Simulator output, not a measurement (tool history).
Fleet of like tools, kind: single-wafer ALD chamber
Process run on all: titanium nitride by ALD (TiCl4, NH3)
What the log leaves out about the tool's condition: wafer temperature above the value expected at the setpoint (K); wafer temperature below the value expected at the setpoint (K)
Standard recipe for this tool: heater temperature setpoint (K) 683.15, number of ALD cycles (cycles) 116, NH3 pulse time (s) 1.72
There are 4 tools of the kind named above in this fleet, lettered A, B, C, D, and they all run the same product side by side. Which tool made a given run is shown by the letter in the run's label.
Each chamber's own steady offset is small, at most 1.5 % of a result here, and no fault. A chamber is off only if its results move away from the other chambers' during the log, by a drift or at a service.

run	hour	heater temperature setpoint (K)	number of ALD cycles (cycles)	NH3 pulse time (s)	hours since the last thermocouple change	read-back reference wafer on the same gauge, thickness_nm	mean film thickness on the monitor wafer (angstrom)
1A	7.5	683.15	116	1.72	2024.2	2.0599	25.655
2C	14.2	683.15	116	1.72	732.4	2.0597	25.215
3D	19.6	683.15	116	1.72	342.4	2.0592	25.505
4B	26.5	683.15	116	1.72	1451.3	2.0595	25.505
5D	37.4	683.15	116	1.72	360.2	2.0588	25.538
6A	43	683.15	116	1.72	2059.7	2.059	25.672
7C	53.8	691.15	107	1.72	772	2.0583	23.35
8B	64.6	691.15	107	1.72	1489.4	2.0578	23.611
9A	73.8	691.15	107	1.72	2090.5	2.0577	23.763
10D	80	691.15	107	1.72	402.8	2.0569	23.595
11B	87.3	669.15	116	1.72	1512.1	2.0574	25.246
12C	97.8	669.15	116	1.72	816	2.0568	25.096
13A	108.4	669.15	116	1.72	2125.1	2.0564	25.403
14B	114	669.15	116	1.72	1538.8	2.0558	25.219
15C	124	683.15	116	1.72	842.2	2.0553	25.164
16D	134.9	683.15	116	1.72	457.7	2.0556	25.481
17A	142.8	683.15	116	1.72	2159.5	2.0547	25.615
18D	149.3	683.15	116	1.72	472.1	2.0545	25.41
19B	155.8	683.15	116	1.72	1580.6	2.055	25.467
20C	163.1	683.15	116	1.72	881.3	2.0549	25.226
21A	171.3	683.15	116	1.72	2188	2.0543	25.568
22C	180.8	683.15	116	1.72	899	2.0537	25.18
23D	188.2	683.15	116	1.72	511	2.0535	25.45
24B	193	683.15	116	1.72	1617.8	2.054	25.411
25B	199.8	683.15	116	1.72	1624.6	2.0529	25.477
26C	206.5	683.15	116	1.72	924.7	2.0529	25.162
27A	211.7	683.15	116	1.72	2228.4	2.0527	25.608
28D	221.6	683.15	126	2.31	544.4	2.0522	27.903
29D	227.2	683.15	126	2.31	550	2.0527	27.856
30B	235.3	683.15	126	2.31	1660.1	2.052	27.88
31C	242.5	683.15	126	2.31	960.7	2.0518	27.594
32A	248.8	683.15	116	1.72	2265.5	2.0511	25.588
33B	257.4	683.15	116	1.72	1682.2	2.051	25.451
34A	263.3	683.15	116	1.72	2280	2.051	25.544
35C	272.3	688.15	116	1.22	990.5	2.0509	24.923
36D	279.5	688.15	116	1.22	602.3	2.0498	25.164

Predict what each chamber gives when all 4 of them run the settings below next.
37A	287.3	683.15	116	1.72			?
37B	287.3	683.15	116	1.72			?
37C	287.3	683.15	116	1.72			?
37D	287.3	683.15	116	1.72			?

run	mean film thickness on the monitor wafer (angstrom)
37A	25.561
37B	25.401
37C	25.158
37D	25.349
